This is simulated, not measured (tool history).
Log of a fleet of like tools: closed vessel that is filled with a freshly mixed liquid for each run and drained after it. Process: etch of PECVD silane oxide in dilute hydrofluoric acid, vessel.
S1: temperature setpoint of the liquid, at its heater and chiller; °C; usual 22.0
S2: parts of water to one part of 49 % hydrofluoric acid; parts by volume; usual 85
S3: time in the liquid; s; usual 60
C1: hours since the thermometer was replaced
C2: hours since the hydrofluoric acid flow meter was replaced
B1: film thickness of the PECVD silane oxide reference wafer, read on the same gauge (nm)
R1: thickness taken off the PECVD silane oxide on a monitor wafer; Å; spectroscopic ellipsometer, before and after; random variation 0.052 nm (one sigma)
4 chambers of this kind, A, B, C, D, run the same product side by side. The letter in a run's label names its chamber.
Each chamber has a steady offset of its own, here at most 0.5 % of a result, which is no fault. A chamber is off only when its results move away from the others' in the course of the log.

run,hour,S1,S2,S3,C1,C2,B1,R1
1C,3.5,22.0,85,60,1430.7,783.3,150.00,99.992
2A,6.5,22.0,85,60,376.5,214.8,149.97,99.575
3B,10.9,22.0,85,60,625.3,371.2,150.05,99.008
4D,13.9,22.0,85,60,647.4,335.5,150.00,99.087
5C,16.2,22.0,85,60,1443.4,796.0,149.98,100.070
6A,19.8,22.0,85,60,389.8,228.1,150.01,99.089
7D,23.6,22.0,60,60,657.1,345.2,150.00,144.120
8B,27.4,22.0,60,60,641.8,387.7,150.01,146.590
9D,31.3,22.0,60,60,664.8,352.9,149.99,144.190
10B,34.6,22.0,60,60,649.0,394.9,150.00,146.960
11C,36.8,22.0,85,60,1464.0,816.6,150.04,99.570
12A,41.3,22.0,85,60,411.3,249.6,150.00,100.060
13A,45.4,17.5,105,60,415.4,253.7,149.99,65.848
14D,50.5,17.5,105,60,684.0,372.1,150.00,64.980
15C,54.3,17.5,105,60,1481.5,834.1,149.98,66.208
16B,56.6,17.5,105,60,671.0,416.9,149.98,64.951
17A,59.0,22.0,85,60,429.0,267.3,150.02,99.179
18B,62.4,22.0,85,60,676.8,422.7,150.00,100.360
19C,66.6,22.0,85,60,1493.8,846.4,149.99,98.850
20D,69.5,20.5,85,90,703.0,391.1,149.99,139.970
21B,72.5,20.5,85,90,686.9,432.8,149.98,140.640
22C,75.2,20.5,85,90,1502.4,855.0,150.01,139.850
23A,80.4,20.5,85,90,450.4,288.7,150.03,139.570
24D,85.4,26.0,85,60,718.9,407.0,150.03,117.170
25D,87.7,26.0,85,60,721.2,409.3,150.04,115.780
26B,92.8,26.0,85,60,707.2,453.1,149.99,118.260
27A,96.7,26.0,85,60,466.7,305.0,149.97,117.310
28C,101.7,22.0,85,60,1528.9,881.5,149.99,99.813
29B,106.8,22.0,85,60,721.2,467.1,150.00,101.130
30D,109.8,22.0,55,60,743.3,431.4,149.99,158.430
31A,113.1,22.0,55,60,483.1,321.4,150.01,158.260
32C,117.5,22.0,55,60,1544.7,897.3,150.01,158.060
33D,120.9,22.0,55,60,754.4,442.5,150.01,159.290
34A,124.0,22.0,55,40,494.0,332.3,150.03,107.320
35C,127.2,22.0,55,40,1554.4,907.0,149.98,106.650
36B,129.5,22.0,55,40,743.9,489.8,150.00,111.500
37B,134.1,22.0,55,40,748.5,494.4,149.97,110.390
38D,138.2,22.0,85,60,771.7,459.8,149.99,98.704
39A,143.3,22.0,85,60,513.3,351.6,149.98,99.909

What goes on in this fleet: one chamber off, a drifting gauge, or nothing beyond the chambers' own small offsets? Name the chamber and the cause, if any.

Chamber B drifts away from the others.
Cause: liquid hotter than its thermometer reads (K) = 1.02.
The log may not tell that from: hydrofluoric acid flow above the setpoint (%).

Here are 4 candidates for chamber B's next run, each the usual settings with a change, their results left as question marks. Which one brings its results back in line with what the others give on the usual settings?
In line means no further than this from the other chambers' mean on the usual settings: R1 1.800 Å
40B-1,147.0,21.0,85,60,,,,?
40B-2,147.0,23.0,85,60,,,,?
40B-3,147.0,20.0,85,60,,,,?
40B-4,147.0,24.0,85,60,,,,?

The other chambers' mean on the usual settings: R1 99.482 Å
run,R1
40B-1,99.967
40B-2,108.470
40B-3,95.918
40B-4,112.930
40B-1 brings the chamber back in line.

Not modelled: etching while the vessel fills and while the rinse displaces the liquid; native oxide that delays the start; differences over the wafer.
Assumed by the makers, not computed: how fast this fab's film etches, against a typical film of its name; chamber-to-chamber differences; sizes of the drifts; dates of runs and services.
